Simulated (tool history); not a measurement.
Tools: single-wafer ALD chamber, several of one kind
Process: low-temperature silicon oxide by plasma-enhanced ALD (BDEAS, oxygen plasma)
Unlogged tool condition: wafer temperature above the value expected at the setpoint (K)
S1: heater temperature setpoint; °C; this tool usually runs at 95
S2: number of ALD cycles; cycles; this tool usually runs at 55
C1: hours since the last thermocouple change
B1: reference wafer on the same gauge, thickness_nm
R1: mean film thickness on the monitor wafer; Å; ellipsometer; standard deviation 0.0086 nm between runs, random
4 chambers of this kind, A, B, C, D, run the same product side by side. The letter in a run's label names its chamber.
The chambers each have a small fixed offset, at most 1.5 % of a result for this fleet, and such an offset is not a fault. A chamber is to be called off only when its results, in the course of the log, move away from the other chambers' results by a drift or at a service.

run     day   S1  S2      C1      B1      R1
 1C   0.171   95  55  1825.5  9.5602  79.554
 2D   0.442   95  55  1450.7  9.5571  80.371
 3A   0.717   95  55  2498.1  9.5569  78.762
 4B   0.854   95  55  2118.6  9.5562  79.983
 5C   1.071   95  55  1847.1  9.5541  79.710
 6A   1.317   95  55  2512.5  9.5547  78.825
 7B   1.558   95  55  2135.5  9.5507  80.012
 8D   1.796   87  55  1483.2  9.5524  82.577
 9A   2.112   87  55  2531.6  9.5495  80.904
10B   2.283   87  55  2152.9  9.5525  82.387
11C   2.475   87  55  1880.8  9.5505  81.802
12D   2.621   95  55  1503.0  9.5519  80.476
13A   2.938   95  55  2551.4  9.5481  78.747
14B   3.142   95  55  2173.5  9.5470  79.774
15D   3.367   95  55  1520.9  9.5464  80.251
      3.396  -- chamber A: thermocouple changed; heater temperature recalibrated
16C   3.683  104  62  1909.8  9.5447  87.527
17A   3.925  104  62    12.7  9.5458  86.745
18D   4.108  104  62  1538.7  9.5421  88.073
19C   4.383  104  62  1926.6  9.5437  87.371
20B   4.696   95  55  2210.8  9.5397  79.729
21A   4.958   95  55    37.5  9.5389  78.718
22D   5.238   95  55  1565.8  9.5392  80.253
23B   5.396   81  55  2227.6  9.5395  83.714
24C   5.662   81  55  1957.3  9.5388  83.321
25A   5.829   81  55    58.4  9.5358  82.631
26C   6.008   81  55  1965.6  9.5365  83.326
27B   6.317   95  55  2249.7  9.5356  79.807
28D   6.604   95  55  1598.6  9.5305  79.912
29B   6.838  106  44  2262.2  9.5310  61.930
30C   7.133  106  44  1992.6  9.5312  61.641
31A   7.417  106  44    96.5  9.5303  61.117
32D   7.662  106  44  1624.0  9.5285  62.234
33C   7.871   95  55  2010.3  9.5289  79.395
34D   8.075   95  55  1633.9  9.5267  80.197
35A   8.233   95  46   116.1  9.5246  65.860
36B   8.421   95  46  2300.2  9.5244  66.636
37B   8.567   95  46  2303.7  9.5255  66.550
38C   8.846   95  46  2033.7  9.5237  66.369
39D   9.017   95  55  1656.5  9.5203  80.123
40A   9.242  105  66   140.3  9.5220  91.604
41C   9.542  105  66  2050.4  9.5226  92.716
42D   9.821  105  66  1675.8  9.5179  93.345
43A  10.083  105  66   160.5  9.5198  91.893

The same settings go to every chamber for the next run, one line per chamber below. Forecast the results for each:
44A  10.312  82  55           ?
44B  10.312  82  55           ?
44C  10.312  82  55           ?
44D  10.312  82  55           ?

run      R1
44A  82.208
44B  83.256
44C  82.939
44D  83.813
